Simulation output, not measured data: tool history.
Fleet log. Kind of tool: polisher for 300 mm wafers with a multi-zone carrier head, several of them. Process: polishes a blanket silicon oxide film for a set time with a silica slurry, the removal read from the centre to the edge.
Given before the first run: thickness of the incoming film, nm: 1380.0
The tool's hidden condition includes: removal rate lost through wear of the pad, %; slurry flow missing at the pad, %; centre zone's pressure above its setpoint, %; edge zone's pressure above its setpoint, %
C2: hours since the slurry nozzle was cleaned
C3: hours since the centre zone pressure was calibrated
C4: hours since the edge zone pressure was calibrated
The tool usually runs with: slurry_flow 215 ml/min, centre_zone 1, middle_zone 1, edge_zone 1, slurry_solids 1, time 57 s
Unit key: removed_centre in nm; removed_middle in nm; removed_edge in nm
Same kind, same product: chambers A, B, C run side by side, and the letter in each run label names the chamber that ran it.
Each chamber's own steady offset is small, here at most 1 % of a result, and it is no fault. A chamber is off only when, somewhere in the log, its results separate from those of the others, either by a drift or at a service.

Run 1A, hour 15.9: usual settings; wafers polished on this pad 659; C2 778.6; C3 176.4; C4 127.3. Result: removed_centre 185.42 nm, removed_middle 186.78 nm, removed_edge 186.56 nm.
Run 2B, hour 25.8: usual settings; wafers polished on this pad 852; C2 37.7; C3 288.3; C4 33.2. Result: removed_centre 187.6 nm, removed_middle 184.54 nm, removed_edge 185.25 nm.
Run 3C, hour 37.4: usual settings; wafers polished on this pad 501; C2 141.5; C3 756.1; C4 87. Result: removed_centre 187.34 nm, removed_middle 189.15 nm, removed_edge 190.77 nm.
Run 4A, hour 47.6: usual settings; wafers polished on this pad 912; C2 810.3; C3 208.1; C4 159. Result: removed_centre 188.07 nm, removed_middle 182.81 nm, removed_edge 190.12 nm.
Run 5C, hour 57.4: usual settings; wafers polished on this pad 661; C2 161.5; C3 776.1; C4 107. Result: removed_centre 184.87 nm, removed_middle 186.79 nm, removed_edge 187.84 nm.
Run 6B, hour 69.6: usual settings; wafers polished on this pad 1202; C2 81.5; C3 332.1; C4 77. Result: removed_centre 187.35 nm, removed_middle 189.28 nm, removed_edge 190.79 nm.
At hour 77.1: chamber C: worn pad replaced by a new one.
Run 7A, hour 78.8: usual settings; wafers polished on this pad 1161; C2 841.5; C3 239.3; C4 190.2. Result: removed_centre 189.47 nm, removed_middle 188.93 nm, removed_edge 185.37 nm.
At hour 93.3: chamber A: worn pad replaced by a new one.
Run 8B, hour 94.6: usual settings; wafers polished on this pad 1402; C2 106.5; C3 357.1; C4 102. Result: removed_centre 185.01 nm, removed_middle 188.38 nm, removed_edge 186 nm.
Run 9C, hour 110.5: usual settings; wafers polished on this pad 267; C2 214.6; C3 829.2; C4 160.1. Result: removed_centre 186.07 nm, removed_middle 184.27 nm, removed_edge 187.76 nm.
At hour 114.4: chamber B: worn pad replaced by a new one.
At hour 121.1: chamber A: slurry nozzle cleaned.
Run 10A, hour 124.8: usual settings; wafers polished on this pad 251; C2 3.7; C3 285.3; C4 236.2. Result: removed_centre 187.05 nm, removed_middle 183.55 nm, removed_edge 188.67 nm.
Run 11C, hour 137.4: usual settings; wafers polished on this pad 482; C2 241.5; C3 856.1; C4 187. Result: removed_centre 186.96 nm, removed_middle 190.37 nm, removed_edge 185.88 nm.
Run 12B, hour 149.8: usual settings; wafers polished on this pad 283; C2 161.7; C3 412.3; C4 157.2. Result: removed_centre 189.57 nm, removed_middle 187.7 nm, removed_edge 186.88 nm.
At hour 153.3: chamber C: centre zone pressure recalibrated.
At hour 153.3: chamber B: centre zone pressure recalibrated.
Run 13A, hour 157.6: usual settings; wafers polished on this pad 513; C2 36.5; C3 318.1; C4 269. Result: removed_centre 187.49 nm, removed_middle 181.57 nm, removed_edge 190.01 nm.
Run 14C, hour 167.7: usual settings but centre_zone 1.09; wafers polished on this pad 724; C2 271.8; C3 14.5; C4 217.3. Result: removed_centre 228.18 nm, removed_middle 181.39 nm, removed_edge 185.54 nm.
Run 15B, hour 177: usual settings but centre_zone 1.09; wafers polished on this pad 500; C2 188.9; C3 23.8; C4 184.4. Result: removed_centre 206.59 nm, removed_middle 186.87 nm, removed_edge 184.86 nm.
At hour 178.8: chamber C: worn pad replaced by a new one.
Run 16C, hour 185.5: usual settings but centre_zone 1.09; wafers polished on this pad 53; C2 289.6; C3 32.3; C4 235.1. Result: removed_centre 225.4 nm, removed_middle 185.69 nm, removed_edge 186.25 nm.
Run 17A, hour 194.9: usual settings; wafers polished on this pad 811; C2 73.8; C3 355.4; C4 306.3. Result: removed_centre 186.45 nm, removed_middle 180.12 nm, removed_edge 187.02 nm.
At hour 196.1: chamber B: slurry nozzle cleaned.
Run 18B, hour 209.6: usual settings; wafers polished on this pad 761; C2 13.6; C3 56.4; C4 217. Result: removed_centre 184.83 nm, removed_middle 186.58 nm, removed_edge 185.88 nm.
Run 19A, hour 223.9: usual settings; wafers polished on this pad 1043; C2 102.8; C3 384.4; C4 335.3. Result: removed_centre 185.33 nm, removed_middle 184.61 nm, removed_edge 187.9 nm.
Run 20C, hour 232.6: usual settings; wafers polished on this pad 430; C2 336.7; C3 79.4; C4 282.2. Result: removed_centre 208.41 nm, removed_middle 184.76 nm, removed_edge 189.21 nm.
At hour 238.6: chamber A: worn pad replaced by a new one.
Run 21B, hour 247.3: usual settings; wafers polished on this pad 1062; C2 51.3; C3 94.1; C4 254.7. Result: removed_centre 186.16 nm, removed_middle 181.84 nm, removed_edge 187.82 nm.
Run 22A, hour 260.3: usual settings; wafers polished on this pad 173; C2 139.2; C3 420.8; C4 371.7. Result: removed_centre 186.33 nm, removed_middle 187.63 nm, removed_edge 187.12 nm.
At hour 270.4: chamber C: worn pad replaced by a new one.
Run 23C, hour 270.5: usual settings; wafers polished on this pad 1; C2 374.6; C3 117.3; C4 320.1. Result: removed_centre 204.68 nm, removed_middle 191.53 nm, removed_edge 187.77 nm.
Run 24B, hour 282.1: usual settings; wafers polished on this pad 1340; C2 86.1; C3 128.9; C4 289.5. Result: removed_centre 184.94 nm, removed_middle 181.23 nm, removed_edge 186.77 nm.
Run 25C, hour 293.6: usual settings; wafers polished on this pad 186; C2 397.7; C3 140.4; C4 343.2. Result: removed_centre 206.66 nm, removed_middle 186.22 nm, removed_edge 185.14 nm.
Run 26A, hour 301.1: usual settings; wafers polished on this pad 499; C2 180; C3 461.6; C4 412.5. Result: removed_centre 190.54 nm, removed_middle 188.98 nm, removed_edge 187.66 nm.
At hour 309.3: chamber B: worn pad replaced by a new one.
Run 27B, hour 313.7: usual settings; wafers polished on this pad 35; C2 117.7; C3 160.5; C4 321.1. Result: removed_centre 186.24 nm, removed_middle 190.32 nm, removed_edge 188.62 nm.
Run 28A, hour 330.1: usual settings; wafers polished on this pad 731; C2 209; C3 490.6; C4 441.5. Result: removed_centre 188.98 nm, removed_middle 187.54 nm, removed_edge 185.94 nm.
At hour 335.6: chamber C: slurry nozzle cleaned.
Run 29B, hour 338.3: usual settings; wafers polished on this pad 231; C2 142.3; C3 185.1; C4 345.7. Result: removed_centre 186.9 nm, removed_middle 185.57 nm, removed_edge 186.64 nm.
Run 30C, hour 354.8: usual settings but middle_zone 1.11; wafers polished on this pad 675; C2 19.3; C3 201.6; C4 404.4. Result: removed_centre 205.11 nm, removed_middle 203.16 nm, removed_edge 188.24 nm.
At hour 355.6: chamber C: worn pad replaced by a new one.
Run 31B, hour 363: usual settings but middle_zone 1.11; wafers polished on this pad 429; C2 167; C3 209.8; C4 370.4. Result: removed_centre 185.86 nm, removed_middle 204.74 nm, removed_edge 189.5 nm.
At hour 378.9: chamber A: worn pad replaced by a new one.
Run 32C, hour 379.4: usual settings but middle_zone 1.11; wafers polished on this pad 190; C2 43.9; C3 226.2; C4 429. Result: removed_centre 206 nm, removed_middle 205.41 nm, removed_edge 183.03 nm.
Run 33A, hour 394.5: usual settings; wafers polished on this pad 124; C2 273.4; C3 555; C4 505.9. Result: removed_centre 183.58 nm, removed_middle 188.49 nm, removed_edge 185.56 nm.
Run 34A, hour 409.2: usual settings; wafers polished on this pad 242; C2 288.1; C3 569.7; C4 520.6. Result: removed_centre 188.01 nm, removed_middle 184.35 nm, removed_edge 186.28 nm.
Run 35B, hour 425.6: usual settings; wafers polished on this pad 929; C2 229.6; C3 272.4; C4 433. Result: removed_centre 187.66 nm, removed_middle 187.01 nm, removed_edge 187.02 nm.
Run 36C, hour 433.9: usual settings; wafers polished on this pad 626; C2 98.4; C3 280.7; C4 483.5. Result: removed_centre 206.43 nm, removed_middle 186.73 nm, removed_edge 186.49 nm.
Run 37A, hour 446.7: usual settings but middle_zone 1.04, time 40 s; wafers polished on this pad 541; C2 325.6; C3 607.2; C4 558.1. Result: removed_centre 131.01 nm, removed_middle 133.65 nm, removed_edge 130.68 nm.

All 3 chambers run these settings next. Forecast each chamber's results:
Run 38A, hour 458.6: usual settings but edge_zone 0.94. Result: removed_centre ?, removed_middle ?, removed_edge ?.
Run 38B, hour 458.6: usual settings but edge_zone 0.94. Result: removed_centre ?, removed_middle ?, removed_edge ?.
Run 38C, hour 458.6: usual settings but edge_zone 0.94. Result: removed_centre ?, removed_middle ?, removed_edge ?.

run  removed_centre  removed_middle  removed_edge
38A          188.51          185.56        182.25
38B          186.42          186.63         182.1
38C          204.74          188.68        182.84

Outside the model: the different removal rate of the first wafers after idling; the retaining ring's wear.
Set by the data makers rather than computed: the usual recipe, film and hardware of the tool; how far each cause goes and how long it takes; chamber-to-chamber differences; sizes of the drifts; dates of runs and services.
